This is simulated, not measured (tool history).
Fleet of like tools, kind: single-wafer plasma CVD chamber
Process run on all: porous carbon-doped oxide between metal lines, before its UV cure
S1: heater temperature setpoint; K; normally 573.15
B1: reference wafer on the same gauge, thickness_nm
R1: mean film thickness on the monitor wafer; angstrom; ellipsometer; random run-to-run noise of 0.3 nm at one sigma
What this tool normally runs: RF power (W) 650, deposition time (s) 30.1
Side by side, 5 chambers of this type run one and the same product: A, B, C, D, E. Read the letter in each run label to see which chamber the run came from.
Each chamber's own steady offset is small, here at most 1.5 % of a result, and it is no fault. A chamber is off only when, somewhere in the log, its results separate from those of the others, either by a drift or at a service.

At hour 7.8: chamber C: RF generator calibrated.
Run 1D, hour 8.4: usual settings; B1 174.92. Result: R1 1942.0 angstrom.
Run 2A, hour 14.5: usual settings; B1 174.91. Result: R1 1947.1 angstrom.
Run 3B, hour 21.9: usual settings; B1 174.93. Result: R1 1935.9 angstrom.
Run 4C, hour 31.6: usual settings; B1 174.91. Result: R1 1958.0 angstrom.
Run 5E, hour 42.9: usual settings but S1 586.15 K, RF power (W) 525; B1 174.79. Result: R1 1558.6 angstrom.
Run 6C, hour 51.8: usual settings but S1 586.15 K, RF power (W) 525; B1 174.79. Result: R1 1587.4 angstrom.
Run 7E, hour 59.8: usual settings but S1 586.15 K, RF power (W) 525; B1 174.71. Result: R1 1560.4 angstrom.
Run 8B, hour 66.7: usual settings but S1 586.15 K, RF power (W) 525; B1 174.64. Result: R1 1565.1 angstrom.
Run 9D, hour 73.6: usual settings but S1 586.15 K, RF power (W) 525; B1 174.71. Result: R1 1563.5 angstrom.
Run 10A, hour 79.0: usual settings; B1 174.71. Result: R1 1947.9 angstrom.
Run 11C, hour 87.8: usual settings; B1 174.64. Result: R1 1955.0 angstrom.
Run 12E, hour 93.5: usual settings; B1 174.57. Result: R1 1923.8 angstrom.
Run 13D, hour 103.7: usual settings; B1 174.52. Result: R1 1935.0 angstrom.
Run 14A, hour 108.8: usual settings; B1 174.54. Result: R1 1942.5 angstrom.
Run 15B, hour 117.6: usual settings; B1 174.47. Result: R1 1929.4 angstrom.
Run 16A, hour 128.8: usual settings; B1 174.41. Result: R1 1947.0 angstrom.
Run 17C, hour 138.8: usual settings; B1 174.47. Result: R1 1955.1 angstrom.
Run 18D, hour 150.1: usual settings; B1 174.36. Result: R1 1930.0 angstrom.
Run 19E, hour 160.0: usual settings; B1 174.31. Result: R1 1928.1 angstrom.
Run 20B, hour 168.1: usual settings but deposition time (s) 34.6; B1 174.31. Result: R1 2209.4 angstrom.
Run 21A, hour 174.1: usual settings but deposition time (s) 34.6; B1 174.21. Result: R1 2210.5 angstrom.
Run 22B, hour 182.3: usual settings but deposition time (s) 34.6; B1 174.22. Result: R1 2207.9 angstrom.
Run 23C, hour 188.9: usual settings but deposition time (s) 34.6; B1 174.16. Result: R1 2235.7 angstrom.
Run 24E, hour 196.2: usual settings but deposition time (s) 34.6; B1 174.12. Result: R1 2200.4 angstrom.
Run 25D, hour 206.7: usual settings; B1 174.13. Result: R1 1926.8 angstrom.
Run 26A, hour 214.3: usual settings; B1 174.08. Result: R1 1938.1 angstrom.
Run 27E, hour 221.0: usual settings; B1 174.00. Result: R1 1922.0 angstrom.
Run 28B, hour 227.4: usual settings; B1 174.09. Result: R1 1926.3 angstrom.
Run 29D, hour 234.2: usual settings; B1 174.02. Result: R1 1929.1 angstrom.
Run 30C, hour 243.4: usual settings; B1 173.88. Result: R1 1948.9 angstrom.
Run 31E, hour 250.1: usual settings; B1 173.96. Result: R1 1918.0 angstrom.

Each of the 5 chambers runs these same settings next. Fill in every chamber's results:
Run 32A, hour 258.2: usual settings but S1 559.15 K. Result: R1 ?.
Run 32B, hour 258.2: usual settings but S1 559.15 K. Result: R1 ?.
Run 32C, hour 258.2: usual settings but S1 559.15 K. Result: R1 ?.
Run 32D, hour 258.2: usual settings but S1 559.15 K. Result: R1 ?.
Run 32E, hour 258.2: usual settings but S1 559.15 K. Result: R1 ?.

run      R1
32A  2099.5
32B  2093.2
32C  2116.9
32D  2098.5
32E  2085.4
